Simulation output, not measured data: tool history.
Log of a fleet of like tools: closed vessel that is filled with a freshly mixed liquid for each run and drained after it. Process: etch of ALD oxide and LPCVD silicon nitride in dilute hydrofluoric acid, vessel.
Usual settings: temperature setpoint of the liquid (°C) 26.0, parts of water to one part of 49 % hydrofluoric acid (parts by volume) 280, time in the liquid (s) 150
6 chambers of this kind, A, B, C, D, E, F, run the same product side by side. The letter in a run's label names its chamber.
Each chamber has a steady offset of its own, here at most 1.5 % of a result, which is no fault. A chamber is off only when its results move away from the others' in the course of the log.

| run | hour | temperature setpoint of the liquid (°C) | parts of water to one part of 49 % hydrofluoric acid (parts by volume) | time in the liquid (s) | hours since the thermometer was replaced | hours since the hydrofluoric acid flow meter was replaced | read-back film thickness of the ALD oxide reference wafer, read on the same gauge (nm) | read-back film thickness of the LPCVD silicon nitride reference wafer, read on the same gauge (nm) | thickness taken off the ALD oxide on a monitor wafer (angstrom) | thickness taken off the LPCVD silicon nitride on a monitor wafer (angstrom) |
|---|---|---|---|---|---|---|---|---|---|---|
| 1D | 6.6 | 26.0 | 280 | 150 | 619.8 | 1806.1 | 49.964 | 149.99 | 53.258 | 3.0393 |
| 2B | 12.4 | 26.0 | 280 | 150 | 1460.4 | 298.2 | 49.985 | 150.02 | 53.658 | 2.9523 |
| 3E | 20.5 | 26.0 | 280 | 150 | 527.6 | 195.1 | 50.027 | 150.01 | 53.899 | 3.0432 |
| 4F | 25.8 | 26.0 | 280 | 150 | 1757.3 | 1038.8 | 50.005 | 150.00 | 53.914 | 2.5644 |
| 5A | 30.0 | 26.0 | 280 | 150 | 313.2 | 836.0 | 50.011 | 150.02 | 54.742 | 2.7673 |
| 6C | 37.3 | 26.0 | 280 | 150 | 72.5 | 1343.8 | 50.037 | 150.01 | 53.472 | 3.1314 |
| 7D | 43.1 | 26.0 | 280 | 150 | 656.3 | 1842.6 | 50.026 | 149.99 | 53.142 | 2.8127 |
| 8A | 46.6 | 26.0 | 280 | 150 | 329.8 | 852.6 | 49.941 | 150.03 | 54.142 | 2.8381 |
| 9F | 50.2 | 26.0 | 280 | 150 | 1781.7 | 1063.2 | 49.998 | 150.02 | 53.204 | 3.1272 |
| 10B | 54.9 | 26.0 | 280 | 150 | 1502.9 | 340.7 | 50.005 | 150.02 | 54.490 | 2.8071 |
| 11E | 59.5 | 26.0 | 280 | 150 | 566.6 | 234.1 | 49.998 | 150.00 | 54.048 | 3.0589 |
| 12C | 64.1 | 26.0 | 280 | 150 | 99.3 | 1370.6 | 50.011 | 149.98 | 53.775 | 2.7659 |
| 13A | 71.0 | 27.5 | 395 | 150 | 354.2 | 877.0 | 50.005 | 149.98 | 35.380 | 2.2200 |
| 14D | 77.5 | 27.5 | 395 | 150 | 690.7 | 1877.0 | 50.005 | 150.01 | 35.000 | 2.5252 |
| 15C | 85.0 | 27.5 | 395 | 150 | 120.2 | 1391.5 | 49.985 | 149.98 | 36.139 | 2.5263 |
| 16F | 90.2 | 27.5 | 395 | 150 | 1821.7 | 1103.2 | 49.942 | 149.99 | 35.793 | 2.3365 |
| 17E | 96.5 | 27.5 | 395 | 150 | 603.6 | 271.1 | 50.020 | 150.00 | 35.928 | 2.4892 |
| 18B | 100.1 | 27.5 | 395 | 150 | 1548.1 | 385.9 | 50.067 | 150.00 | 35.752 | 2.5522 |
| 19B | 108.0 | 26.0 | 280 | 150 | 1556.0 | 393.8 | 50.020 | 149.98 | 53.930 | 3.1367 |
| 20F | 114.3 | 24.0 | 280 | 150 | 1845.8 | 1127.3 | 49.945 | 150.00 | 50.006 | 2.4951 |
| 21D | 119.6 | 24.0 | 280 | 150 | 732.8 | 1919.1 | 50.010 | 150.01 | 50.605 | 2.5427 |
| 22A | 125.2 | 24.0 | 280 | 150 | 408.4 | 931.2 | 50.045 | 150.02 | 50.046 | 2.7455 |
| 23E | 128.8 | 24.0 | 280 | 150 | 635.9 | 303.4 | 49.987 | 149.98 | 50.240 | 2.3615 |
| 24C | 133.9 | 24.0 | 280 | 150 | 169.1 | 1440.4 | 50.033 | 150.00 | 48.933 | 2.8785 |
| 25B | 139.2 | 24.0 | 280 | 150 | 1587.2 | 425.0 | 50.031 | 149.96 | 50.019 | 2.5707 |
| 26F | 147.4 | 26.0 | 280 | 150 | 1878.9 | 1160.4 | 50.005 | 150.01 | 53.351 | 2.8748 |
| 27A | 151.6 | 26.0 | 280 | 150 | 434.8 | 957.6 | 50.024 | 149.99 | 53.083 | 2.6488 |
| 28D | 157.9 | 26.0 | 280 | 150 | 771.1 | 1957.4 | 50.008 | 150.05 | 53.461 | 3.4921 |
| 29E | 162.5 | 26.0 | 280 | 150 | 669.6 | 337.1 | 50.025 | 149.97 | 53.535 | 3.0126 |
| 30C | 170.4 | 26.0 | 280 | 150 | 205.6 | 1476.9 | 49.975 | 150.01 | 53.172 | 3.0635 |
| 31E | 174.7 | 29.0 | 280 | 150 | 681.8 | 349.3 | 49.949 | 149.99 | 59.138 | 3.6959 |
| 32F | 182.6 | 29.0 | 280 | 150 | 1914.1 | 1195.6 | 50.030 | 150.02 | 59.748 | 3.5397 |
|  | 188.7 | chamber C: hydrofluoric acid flow meter replaced |
| 33D | 189.3 | 29.0 | 280 | 150 | 802.5 | 1988.8 | 49.990 | 150.02 | 59.668 | 3.5993 |
| 34B | 193.6 | 29.0 | 280 | 150 | 1641.6 | 479.4 | 50.009 | 149.99 | 59.544 | 3.6386 |
| 35A | 200.0 | 29.0 | 280 | 150 | 483.2 | 1006.0 | 50.005 | 149.96 | 59.973 | 3.5890 |
| 36C | 204.2 | 29.0 | 280 | 150 | 239.4 | 15.6 | 49.995 | 150.00 | 58.867 | 3.3145 |
| 37D | 208.7 | 26.0 | 280 | 150 | 821.9 | 2008.2 | 49.996 | 150.01 | 53.408 | 2.4770 |
| 38E | 214.0 | 26.0 | 280 | 150 | 721.1 | 388.6 | 49.969 | 150.01 | 54.124 | 2.9682 |
| 39F | 221.9 | 26.0 | 280 | 150 | 1953.4 | 1234.9 | 49.975 | 150.01 | 54.611 | 3.1951 |
| 40A | 227.1 | 26.0 | 280 | 150 | 510.3 | 1033.1 | 50.003 | 150.01 | 53.987 | 2.8743 |
| 41C | 234.1 | 26.0 | 280 | 150 | 269.3 | 45.5 | 49.995 | 150.00 | 53.240 | 3.2737 |
| 42B | 240.5 | 26.0 | 280 | 75 | 1688.5 | 526.3 | 49.997 | 149.99 | 26.648 | 1.3713 |
| 43D | 245.5 | 26.0 | 280 | 75 | 858.7 | 2045.0 | 50.019 | 150.02 | 26.801 | 1.4388 |

Next, every chamber runs the same settings. What will each give?
| 44A | 251.4 | 26.0 | 370 | 150 |  |  |  |  | ? | ? |
| 44B | 251.4 | 26.0 | 370 | 150 |  |  |  |  | ? | ? |
| 44C | 251.4 | 26.0 | 370 | 150 |  |  |  |  | ? | ? |
| 44D | 251.4 | 26.0 | 370 | 150 |  |  |  |  | ? | ? |
| 44E | 251.4 | 26.0 | 370 | 150 |  |  |  |  | ? | ? |
| 44F | 251.4 | 26.0 | 370 | 150 |  |  |  |  | ? | ? |

| run | thickness taken off the ALD oxide on a monitor wafer (angstrom) | thickness taken off the LPCVD silicon nitride on a monitor wafer (angstrom) |
|---|---|---|
| 44A | 37.400 | 2.4647 |
| 44B | 37.124 | 2.0159 |
| 44C | 37.912 | 2.5365 |
| 44D | 37.244 | 2.1843 |
| 44E | 37.094 | 2.4610 |
| 44F | 37.193 | 1.9315 |

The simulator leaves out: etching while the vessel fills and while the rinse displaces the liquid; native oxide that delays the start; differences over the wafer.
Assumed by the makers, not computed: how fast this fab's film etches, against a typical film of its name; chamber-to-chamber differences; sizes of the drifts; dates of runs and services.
